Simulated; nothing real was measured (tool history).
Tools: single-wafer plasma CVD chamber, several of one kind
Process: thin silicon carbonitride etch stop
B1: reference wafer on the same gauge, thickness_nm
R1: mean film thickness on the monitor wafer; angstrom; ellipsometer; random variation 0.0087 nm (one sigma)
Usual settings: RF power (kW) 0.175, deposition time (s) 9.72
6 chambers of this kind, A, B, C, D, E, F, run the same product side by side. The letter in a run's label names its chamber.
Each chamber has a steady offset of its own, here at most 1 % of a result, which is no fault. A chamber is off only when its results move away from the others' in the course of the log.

run 1C hour=5.1 | RF_power_(kW)=0.175 deposition_time_(s)=9.72 | B1=6.3078 | R1=53.568
run 2A hour=8.9 | RF_power_(kW)=0.175 deposition_time_(s)=9.72 | B1=6.3092 | R1=53.37
run 3E hour=15.6 | RF_power_(kW)=0.175 deposition_time_(s)=9.72 | B1=6.3077 | R1=53.006
run 4D hour=22.4 | RF_power_(kW)=0.175 deposition_time_(s)=9.72 | B1=6.3043 | R1=53.179
run 5F hour=27.7 | RF_power_(kW)=0.175 deposition_time_(s)=10.88 | B1=6.3029 | R1=60.062
run 6B hour=31 | RF_power_(kW)=0.175 deposition_time_(s)=10.88 | B1=6.3072 | R1=58.955
run 7E hour=36.5 | RF_power_(kW)=0.175 deposition_time_(s)=10.88 | B1=6.3018 | R1=59.242
run 8F hour=43.5 | RF_power_(kW)=0.175 deposition_time_(s)=10.88 | B1=6.3003 | R1=59.95
run 9C hour=49.2 | RF_power_(kW)=0.175 deposition_time_(s)=10.88 | B1=6.2996 | R1=59.814
run 10B hour=52.5 | RF_power_(kW)=0.175 deposition_time_(s)=10.88 | B1=6.3013 | R1=58.948
run 11D hour=56.3 | RF_power_(kW)=0.175 deposition_time_(s)=9.72 | B1=6.2973 | R1=53.183
run 12A hour=59.7 | RF_power_(kW)=0.175 deposition_time_(s)=9.72 | B1=6.2969 | R1=53.062
run 13E hour=63 | RF_power_(kW)=0.175 deposition_time_(s)=9.72 | B1=6.2987 | R1=52.973
run 14F hour=67.9 | RF_power_(kW)=0.175 deposition_time_(s)=9.72 | B1=6.296 | R1=53.649
run 15D hour=74.8 | RF_power_(kW)=0.175 deposition_time_(s)=9.72 | B1=6.295 | R1=53.28
run 16A hour=78.1 | RF_power_(kW)=0.185 deposition_time_(s)=9.72 | B1=6.2961 | R1=54.02
run 17B hour=81.3 | RF_power_(kW)=0.185 deposition_time_(s)=9.72 | B1=6.2939 | R1=53.385
run 18C hour=85.3 | RF_power_(kW)=0.185 deposition_time_(s)=9.72 | B1=6.2937 | R1=54.322
run 19D hour=90.7 | RF_power_(kW)=0.185 deposition_time_(s)=9.72 | B1=6.2922 | R1=53.965
run 20A hour=97.2 | RF_power_(kW)=0.185 deposition_time_(s)=9.72 | B1=6.2897 | R1=54.059
run 21B hour=103.9 | RF_power_(kW)=0.185 deposition_time_(s)=9.72 | B1=6.2891 | R1=53.311
run 22F hour=109.1 | RF_power_(kW)=0.175 deposition_time_(s)=9.72 | B1=6.2866 | R1=53.477
run 23E hour=113.9 | RF_power_(kW)=0.175 deposition_time_(s)=9.72 | B1=6.2873 | R1=52.74
run 24C hour=117.7 | RF_power_(kW)=0.175 deposition_time_(s)=9.72 | B1=6.2858 | R1=53.457
run 25B hour=121 | RF_power_(kW)=0.175 deposition_time_(s)=9.72 | B1=6.2853 | R1=52.445
run 26D hour=128.3 | RF_power_(kW)=0.175 deposition_time_(s)=9.72 | B1=6.2873 | R1=53.243
run 27E hour=134.7 | RF_power_(kW)=0.175 deposition_time_(s)=9.72 | B1=6.2824 | R1=52.943
run 28C hour=139.3 | RF_power_(kW)=0.175 deposition_time_(s)=9.72 | B1=6.2829 | R1=53.367
run 29F hour=142.5 | RF_power_(kW)=0.175 deposition_time_(s)=9.72 | B1=6.2834 | R1=53.37
run 30A hour=147.6 | RF_power_(kW)=0.175 deposition_time_(s)=9.72 | B1=6.279 | R1=52.97
run 31A hour=150.9 | RF_power_(kW)=0.175 deposition_time_(s)=9.72 | B1=6.2789 | R1=52.951
run 32B hour=154.1 | RF_power_(kW)=0.175 deposition_time_(s)=9.72 | B1=6.2795 | R1=52.548
run 33C hour=159.1 | RF_power_(kW)=0.175 deposition_time_(s)=9.72 | B1=6.2782 | R1=53.343
run 34D hour=166 | RF_power_(kW)=0.175 deposition_time_(s)=9.72 | B1=6.2772 | R1=53.123
run 35F hour=172.6 | RF_power_(kW)=0.175 deposition_time_(s)=9.72 | B1=6.2772 | R1=53.484
run 36E hour=176.6 | RF_power_(kW)=0.175 deposition_time_(s)=9.72 | B1=6.2726 | R1=52.894
run 37F hour=181.3 | RF_power_(kW)=0.175 deposition_time_(s)=9.72 | B1=6.2746 | R1=53.556
run 38E hour=184.5 | RF_power_(kW)=0.175 deposition_time_(s)=9.72 | B1=6.2756 | R1=52.677
run 39D hour=191.8 | RF_power_(kW)=0.175 deposition_time_(s)=8.28 | B1=6.2711 | R1=45.138
run 40C hour=198.3 | RF_power_(kW)=0.175 deposition_time_(s)=8.28 | B1=6.2712 | R1=45.315
run 41B hour=205 | RF_power_(kW)=0.175 deposition_time_(s)=8.28 | B1=6.2691 | R1=44.725
run 42A hour=208.5 | RF_power_(kW)=0.175 deposition_time_(s)=8.28 | B1=6.2703 | R1=45.255
run 43B hour=211.7 | RF_power_(kW)=0.175 deposition_time_(s)=8.28 | B1=6.2672 | R1=44.604

All 6 chambers run these settings next. Forecast each chamber's results:
run 44A hour=216.9 | RF_power_(kW)=0.165 deposition_time_(s)=9.72 | R1=?
run 44B hour=216.9 | RF_power_(kW)=0.165 deposition_time_(s)=9.72 | R1=?
run 44C hour=216.9 | RF_power_(kW)=0.165 deposition_time_(s)=9.72 | R1=?
run 44D hour=216.9 | RF_power_(kW)=0.165 deposition_time_(s)=9.72 | R1=?
run 44E hour=216.9 | RF_power_(kW)=0.165 deposition_time_(s)=9.72 | R1=?
run 44F hour=216.9 | RF_power_(kW)=0.165 deposition_time_(s)=9.72 | R1=?

run=44A R1=52.089
run=44B R1=51.472
run=44C R1=52.368
run=44D R1=52.122
run=44E R1=51.586
run=44F R1=52.313
